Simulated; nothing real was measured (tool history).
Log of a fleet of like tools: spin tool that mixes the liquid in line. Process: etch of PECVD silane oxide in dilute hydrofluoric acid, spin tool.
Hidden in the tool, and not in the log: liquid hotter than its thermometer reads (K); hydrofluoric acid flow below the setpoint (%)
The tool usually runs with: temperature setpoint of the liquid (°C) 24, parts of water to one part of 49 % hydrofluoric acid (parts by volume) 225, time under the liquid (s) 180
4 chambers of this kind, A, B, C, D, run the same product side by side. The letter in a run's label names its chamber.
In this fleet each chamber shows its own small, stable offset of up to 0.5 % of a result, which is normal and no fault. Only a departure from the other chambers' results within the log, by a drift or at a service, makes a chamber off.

run     day  temperature setpoint of the liquid (°C)  parts of water to one part of 49 % hydrofluoric acid (parts by volume)  time under the liquid (s)  hours since the thermometer was replaced  hours since the hydrofluoric acid flow meter was replaced  read-back film thickness of the PECVD silane oxide reference wafer, read on the same gauge (nm)  thickness taken off the PECVD silane oxide on a monitor wafer (angstrom)
 1A   0.242                                       24                                                                     225                        180                                    1144.9                                                      624.9                                                                                           90.010                                                                   190.620
 2D   0.600                                       24                                                                     225                        180                                     179.3                                                       18.6                                                                                           89.997                                                                   185.630
 3B   0.804                                       24                                                                     225                        180                                     803.1                                                      500.9                                                                                           89.991                                                                   188.660
 4C   1.038                                       24                                                                     225                        180                                    1308.3                                                      934.4                                                                                           90.000                                                                   189.340
 5A   1.488                                       24                                                                     225                        180                                    1174.8                                                      654.8                                                                                           89.980                                                                   187.870
      1.638  -- chamber B: thermometer replaced
 6C   1.754                                       24                                                                     225                        180                                    1325.5                                                      951.6                                                                                           90.006                                                                   187.050
 7D   2.192                                       24                                                                     225                        180                                     217.5                                                       56.8                                                                                           90.007                                                                   188.260
 8B   2.404                                       24                                                                     225                        180                                      18.5                                                      539.3                                                                                           89.985                                                                   188.090
 9B   2.671                                       24                                                                     225                        180                                      24.9                                                      545.7                                                                                           89.989                                                                   190.130
10C   2.971                                       24                                                                     225                        180                                    1354.7                                                      980.8                                                                                           90.002                                                                   189.040
11D   3.279                                       24                                                                     225                        180                                     243.6                                                       82.9                                                                                           89.983                                                                   186.160
12A   3.654                                       24                                                                     225                        180                                    1226.8                                                      706.8                                                                                           90.002                                                                   184.380
13A   3.958                                       24                                                                     225                        180                                    1234.1                                                      714.1                                                                                           89.987                                                                   186.300
14B   4.175                                       24                                                                     225                        180                                      61.0                                                      581.8                                                                                           90.004                                                                   190.980
15C   4.642                                       24                                                                     225                        180                                    1394.8                                                     1020.9                                                                                           89.982                                                                   187.740
16D   4.917                                       24                                                                     225                        180                                     282.9                                                      122.2                                                                                           89.962                                                                   188.420
17C   5.146                                       24                                                                     225                        180                                    1406.9                                                     1033.0                                                                                           89.989                                                                   189.060
18D   5.375                                       24                                                                     225                        180                                     293.9                                                      133.2                                                                                           90.011                                                                   187.110
19A   5.775                                       24                                                                     225                        180                                    1277.7                                                      757.7                                                                                           89.977                                                                   181.330
20B   5.979                                       24                                                                     225                        180                                     104.3                                                      625.1                                                                                           90.022                                                                   189.910
21A   6.342                                       24                                                                     225                        180                                    1291.3                                                      771.3                                                                                           89.993                                                                   180.290
22B   6.750                                       24                                                                     165                        180                                     122.8                                                      643.6                                                                                           89.982                                                                   274.120
23C   7.054                                       24                                                                     165                        180                                    1452.7                                                     1078.8                                                                                           89.987                                                                   270.750
24D   7.396                                       24                                                                     165                        180                                     342.4                                                      181.7                                                                                           90.020                                                                   273.620
25D   7.762                                       24                                                                     165                        180                                     351.2                                                      190.5                                                                                           89.977                                                                   270.420
26A   8.067                                       24                                                                     225                        180                                    1332.7                                                      812.7                                                                                           90.029                                                                   173.640
27B   8.358                                       24                                                                     225                        180                                     161.4                                                      682.2                                                                                           89.974                                                                   189.270
28C   8.642                                       24                                                                     225                        180                                    1490.8                                                     1116.9                                                                                           90.020                                                                   189.030
29D   8.962                                       24                                                                     225                        180                                     380.0                                                      219.3                                                                                           89.976                                                                   188.620
30B   9.371                                       24                                                                     225                        180                                     185.7                                                      706.5                                                                                           89.982                                                                   186.170
31A   9.733                                       24                                                                     225                        180                                    1372.7                                                      852.7                                                                                           89.997                                                                   173.650
32C   9.996                                       24                                                                     225                        180                                    1523.3                                                     1149.4                                                                                           90.010                                                                   187.330
33C  10.417                                       24                                                                     225                        180                                    1533.4                                                     1159.5                                                                                           89.978                                                                   183.660
34D  10.746                                       24                                                                     300                         85                                     422.8                                                      262.1                                                                                           89.963                                                                    61.909
35B  10.954                                       24                                                                     300                         85                                     223.7                                                      744.5                                                                                           89.984                                                                    61.278

Does one chamber stand apart from the rest, does the shared gauge drift, or is all well apart from small per-chamber offsets? Give the chamber and the most likely cause, where there is one.

One chamber, A, drifts off from the rest bit by bit.
Cause: hydrofluoric acid flow below the setpoint (%) = 8.29.
It could be hard to tell apart here from: liquid colder than its thermometer reads (K).

Which of the 4 candidates below, each the usual settings with something changed and its results left as question marks, puts chamber A back in line with what the other chambers give on the usual settings?
In line means no further than this from the other chambers' mean on the usual settings: thickness taken off the PECVD silane oxide on a monitor wafer (angstrom) 5.900
36A-1  11.296                                     24.0                                                                     225                        200                                                                                                                                                                                                                                                                               ?
36A-2  11.296                                     24.0                                                                     235                        170                                                                                                                                                                                                                                                                               ?
36A-3  11.296                                     23.5                                                                     245                        160                                                                                                                                                                                                                                                                               ?
36A-4  11.296                                     30.5                                                                     225                        180                                                                                                                                                                                                                                                                               ?

Average result of the remaining chambers running the usual settings: thickness taken off the PECVD silane oxide on a monitor wafer (angstrom) 188.100
  run  thickness taken off the PECVD silane oxide on a monitor wafer (angstrom)
36A-1                                                                   187.770
36A-2                                                                   151.000
36A-3                                                                   132.350
36A-4                                                                   211.760
Change 36A-1 lands the chamber within the allowed miss of the other chambers.
